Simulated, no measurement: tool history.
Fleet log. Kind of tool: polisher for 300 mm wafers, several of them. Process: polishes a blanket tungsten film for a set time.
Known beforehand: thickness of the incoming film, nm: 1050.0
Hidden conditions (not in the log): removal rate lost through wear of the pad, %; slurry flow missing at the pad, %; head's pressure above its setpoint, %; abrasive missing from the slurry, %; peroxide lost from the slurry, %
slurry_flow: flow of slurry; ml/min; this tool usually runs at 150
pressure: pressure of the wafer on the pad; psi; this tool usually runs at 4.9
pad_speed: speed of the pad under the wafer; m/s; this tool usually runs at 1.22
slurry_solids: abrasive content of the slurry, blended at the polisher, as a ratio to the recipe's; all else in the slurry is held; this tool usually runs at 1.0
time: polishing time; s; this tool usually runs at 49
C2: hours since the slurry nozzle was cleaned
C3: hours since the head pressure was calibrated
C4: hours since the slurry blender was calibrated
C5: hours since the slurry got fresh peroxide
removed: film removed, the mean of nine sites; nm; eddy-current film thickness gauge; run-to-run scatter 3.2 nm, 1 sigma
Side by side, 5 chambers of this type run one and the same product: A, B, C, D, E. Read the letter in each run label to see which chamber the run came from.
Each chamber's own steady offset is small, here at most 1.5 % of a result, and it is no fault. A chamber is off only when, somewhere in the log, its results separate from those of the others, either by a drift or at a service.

Run 1A, hour 5.2: usual settings; wafers polished on this pad 108; C2 143.1; C3 804.5; C4 131.4; C5 65.6. Result: removed 439.10 nm.
Run 2E, hour 10.5: usual settings; wafers polished on this pad 80; C2 516.7; C3 382.5; C4 44.5; C5 13.7. Result: removed 444.44 nm.
At hour 15.5: chamber B: slurry tank refilled with fresh slurry and peroxide.
Run 3D, hour 17.5: usual settings; wafers polished on this pad 846; C2 495.6; C3 679.4; C4 241.4; C5 52.5. Result: removed 430.63 nm.
At hour 18.4: chamber D: slurry tank refilled with fresh slurry and peroxide.
At hour 19.7: chamber B: worn pad replaced by a new one.
At hour 21.2: chamber B: slurry blender recalibrated.
Run 4B, hour 23.7: usual settings; wafers polished on this pad 26; C2 384.4; C3 467.0; C4 2.6; C5 8.3. Result: removed 439.39 nm.
Run 5C, hour 31.8: usual settings; wafers polished on this pad 308; C2 442.9; C3 124.0; C4 264.3; C5 137.0. Result: removed 432.44 nm.
Run 6E, hour 38.2: usual settings; wafers polished on this pad 265; C2 544.4; C3 410.2; C4 72.2; C5 41.4. Result: removed 445.00 nm.
At hour 43.1: chamber A: slurry blender recalibrated.
At hour 44.5: chamber A: slurry tank refilled with fresh slurry and peroxide.
Run 7B, hour 46.8: usual settings; wafers polished on this pad 181; C2 407.5; C3 490.1; C4 25.7; C5 31.4. Result: removed 430.59 nm.
At hour 51.3: chamber D: worn pad replaced by a new one.
Run 8D, hour 55.8: usual settings; wafers polished on this pad 30; C2 533.9; C3 717.7; C4 279.7; C5 37.5. Result: removed 423.86 nm.
Run 9C, hour 64.8: usual settings but slurry_flow 135 ml/min; wafers polished on this pad 529; C2 475.9; C3 157.0; C4 297.3; C5 170.0. Result: removed 429.81 nm.
At hour 67.3: chamber C: slurry tank refilled with fresh slurry and peroxide.
Run 10A, hour 73.2: usual settings but slurry_flow 135 ml/min; wafers polished on this pad 562; C2 211.1; C3 872.5; C4 30.2; C5 28.7. Result: removed 430.81 nm.
Run 11C, hour 80.1: usual settings but slurry_flow 135 ml/min; wafers polished on this pad 631; C2 491.2; C3 172.3; C4 312.6; C5 12.9. Result: removed 433.02 nm.
At hour 83.2: chamber E: slurry tank refilled with fresh slurry and peroxide.
Run 12A, hour 87.8: usual settings but slurry_flow 135 ml/min; wafers polished on this pad 660; C2 225.7; C3 887.1; C4 44.8; C5 43.3. Result: removed 431.12 nm.
At hour 88.7: chamber E: slurry blender recalibrated.
At hour 90.0: chamber D: slurry tank refilled with fresh slurry and peroxide.
At hour 92.2: chamber C: worn pad replaced by a new one.
Run 13B, hour 95.2: usual settings but slurry_flow 135 ml/min; wafers polished on this pad 504; C2 455.9; C3 538.5; C4 74.1; C5 79.8. Result: removed 417.45 nm.
At hour 97.0: chamber C: slurry blender recalibrated.
Run 14D, hour 104.1: usual settings; wafers polished on this pad 353; C2 582.2; C3 766.0; C4 328.0; C5 14.1. Result: removed 423.32 nm.
Run 15E, hour 112.8: usual settings but pressure 6.3 psi, slurry_solids 1.1; wafers polished on this pad 764; C2 619.0; C3 484.8; C4 24.2; C5 29.6. Result: removed 581.33 nm.
At hour 116.1: chamber E: head pressure recalibrated.
Run 16A, hour 118.0: usual settings but pressure 6.3 psi, slurry_solids 1.1; wafers polished on this pad 862; C2 255.9; C3 917.3; C4 75.0; C5 73.5. Result: removed 578.13 nm.
At hour 124.9: chamber B: slurry tank refilled with fresh slurry and peroxide.
Run 17C, hour 127.1: usual settings but pressure 6.3 psi, slurry_solids 1.1; wafers polished on this pad 233; C2 538.2; C3 219.3; C4 30.2; C5 59.9. Result: removed 579.46 nm.
At hour 131.6: chamber A: worn pad replaced by a new one.
Run 18D, hour 134.2: usual settings but pressure 6.3 psi, slurry_solids 1.1; wafers polished on this pad 554; C2 612.3; C3 796.1; C4 358.1; C5 44.2. Result: removed 553.17 nm.
At hour 134.5: chamber E: worn pad replaced by a new one.
At hour 141.0: chamber D: head pressure recalibrated.
At hour 142.8: chamber C: slurry nozzle cleaned.
Run 19E, hour 143.0: usual settings but pressure 6.3 psi, slurry_solids 1.1; wafers polished on this pad 57; C2 649.2; C3 27.0; C4 54.4; C5 59.8. Result: removed 578.63 nm.
At hour 145.6: chamber A: slurry tank refilled with fresh slurry and peroxide.
Run 20B, hour 151.9: usual settings; wafers polished on this pad 884; C2 512.6; C3 595.2; C4 130.8; C5 27.1. Result: removed 435.13 nm.
At hour 154.3: chamber D: slurry tank refilled with fresh slurry and peroxide.
At hour 158.0: chamber E: slurry tank refilled with fresh slurry and peroxide.
Run 21D, hour 161.3: usual settings; wafers polished on this pad 735; C2 639.4; C3 20.4; C4 385.2; C5 7.0. Result: removed 409.73 nm.
At hour 162.3: chamber D: slurry nozzle cleaned.
Run 22A, hour 169.3: usual settings; wafers polished on this pad 252; C2 307.2; C3 968.6; C4 126.3; C5 23.8. Result: removed 440.84 nm.
Run 23B, hour 176.6: usual settings; wafers polished on this pad 1049; C2 537.3; C3 619.9; C4 155.5; C5 51.8. Result: removed 432.61 nm.
Run 24C, hour 182.4: usual settings; wafers polished on this pad 603; C2 39.7; C3 274.6; C4 85.5; C5 115.2. Result: removed 438.03 nm.
Run 25E, hour 187.8: usual settings; wafers polished on this pad 356; C2 694.0; C3 71.8; C4 99.2; C5 29.9. Result: removed 440.29 nm.
At hour 193.9: chamber B: worn pad replaced by a new one.
Run 26C, hour 195.6: usual settings; wafers polished on this pad 691; C2 52.9; C3 287.8; C4 98.7; C5 128.4. Result: removed 435.43 nm.
At hour 198.1: chamber C: head pressure recalibrated.
Run 27E, hour 202.2: usual settings; wafers polished on this pad 453; C2 708.4; C3 86.2; C4 113.6; C5 44.3. Result: removed 441.42 nm.
At hour 206.0: chamber E: slurry blender recalibrated.
Run 28B, hour 206.5: usual settings; wafers polished on this pad 84; C2 567.2; C3 649.8; C4 185.4; C5 81.7. Result: removed 434.30 nm.
At hour 209.1: chamber D: slurry tank refilled with fresh slurry and peroxide.
At hour 210.1: chamber C: slurry tank refilled with fresh slurry and peroxide.
Run 29A, hour 215.2: usual settings; wafers polished on this pad 559; C2 353.1; C3 1014.5; C4 172.2; C5 69.7. Result: removed 442.00 nm.
At hour 217.0: chamber C: worn pad replaced by a new one.
Run 30D, hour 224.6: usual settings but pressure 3.6 psi, slurry_solids 1.1; wafers polished on this pad 1159; C2 62.3; C3 83.7; C4 448.5; C5 15.5. Result: removed 305.57 nm.
At hour 228.0: chamber A: slurry blender recalibrated.
Run 31D, hour 230.7: usual settings but pressure 3.6 psi, slurry_solids 1.1; wafers polished on this pad 1199; C2 68.4; C3 89.8; C4 454.6; C5 21.6. Result: removed 308.54 nm.
Run 32B, hour 240.1: usual settings but pressure 3.6 psi, slurry_solids 1.1; wafers polished on this pad 309; C2 600.8; C3 683.4; C4 219.0; C5 115.3. Result: removed 327.39 nm.
At hour 247.0: chamber E: slurry tank refilled with fresh slurry and peroxide.
Run 33C, hour 249.6: usual settings but pressure 3.6 psi, slurry_solids 1.1; wafers polished on this pad 218; C2 106.9; C3 51.5; C4 152.7; C5 39.5. Result: removed 321.45 nm.
At hour 251.2: chamber A: slurry tank refilled with fresh slurry and peroxide.
At hour 251.8: chamber D: worn pad replaced by a new one.
Run 34A, hour 258.1: usual settings but pressure 3.6 psi, slurry_solids 1.1; wafers polished on this pad 846; C2 396.0; C3 1057.4; C4 30.2; C5 7.0. Result: removed 326.31 nm.
At hour 264.0: chamber E: worn pad replaced by a new one.
Run 35E, hour 264.0: usual settings; wafers polished on this pad 0; C2 770.2; C3 148.0; C4 58.0; C5 17.0. Result: removed 444.02 nm.
At hour 264.6: chamber B: slurry tank refilled with fresh slurry and peroxide.
Run 36B, hour 269.6: usual settings; wafers polished on this pad 506; C2 630.3; C3 712.9; C4 248.5; C5 5.0. Result: removed 427.28 nm.
At hour 272.6: chamber D: slurry tank refilled with fresh slurry and peroxide.
Run 37D, hour 275.1: usual settings but pad_speed 1.54 m/s; wafers polished on this pad 155; C2 112.8; C3 134.2; C4 499.0; C5 2.6. Result: removed 508.22 nm.
At hour 279.5: chamber A: worn pad replaced by a new one.
Run 38C, hour 282.1: usual settings but pad_speed 1.54 m/s; wafers polished on this pad 435; C2 139.4; C3 84.0; C4 185.2; C5 72.0. Result: removed 558.73 nm.
At hour 285.5: chamber A: slurry nozzle cleaned.
At hour 288.4: chamber E: slurry nozzle cleaned.
Run 39A, hour 288.6: usual settings but pad_speed 1.54 m/s; wafers polished on this pad 61; C2 3.2; C3 1087.9; C4 60.7; C5 37.5. Result: removed 553.27 nm.
Run 40E, hour 297.9: usual settings but pad_speed 1.54 m/s; wafers polished on this pad 227; C2 9.5; C3 181.9; C4 91.9; C5 50.9. Result: removed 565.51 nm.
Run 41A, hour 306.0: usual settings but pad_speed 1.54 m/s; wafers polished on this pad 177; C2 20.6; C3 1105.3; C4 78.1; C5 54.9. Result: removed 557.46 nm.
Run 42B, hour 313.6: usual settings; wafers polished on this pad 800; C2 674.3; C3 756.9; C4 292.5; C5 49.0. Result: removed 434.65 nm.

One chamber off, gauge drift, or nothing amiss beyond the chambers' own small offsets? If it is a chamber, which one, and what is the likeliest cause?

Chamber D drifts away from the others.
Cause: abrasive missing from the slurry, % = 29.4.

Below are 4 candidate recipes for chamber D's next run, each the usual settings with a change, their results shown as question marks. Which of them brings D's results back in line with what the other chambers give on the usual settings?
In-line tolerance around the mean of the other chambers on the usual settings: removed 11.00 nm
Run 43D-1, hour 320.5: usual settings but pressure 4.7 psi, pad_speed 1.16 m/s. Result: removed ?.
Run 43D-2, hour 320.5: usual settings but slurry_flow 145 ml/min, pad_speed 1.00 m/s. Result: removed ?.
Run 43D-3, hour 320.5: usual settings but pressure 5.4 psi. Result: removed ?.
Run 43D-4, hour 320.5: usual settings but pressure 5.4 psi, time 54 s. Result: removed ?.

Other chambers, usual settings, mean: removed 437.84 nm
  run  removed
43D-1   363.09
43D-2   324.99
43D-3   439.44
43D-4   484.28
With 43D-3, the chamber falls back in line with the rest.
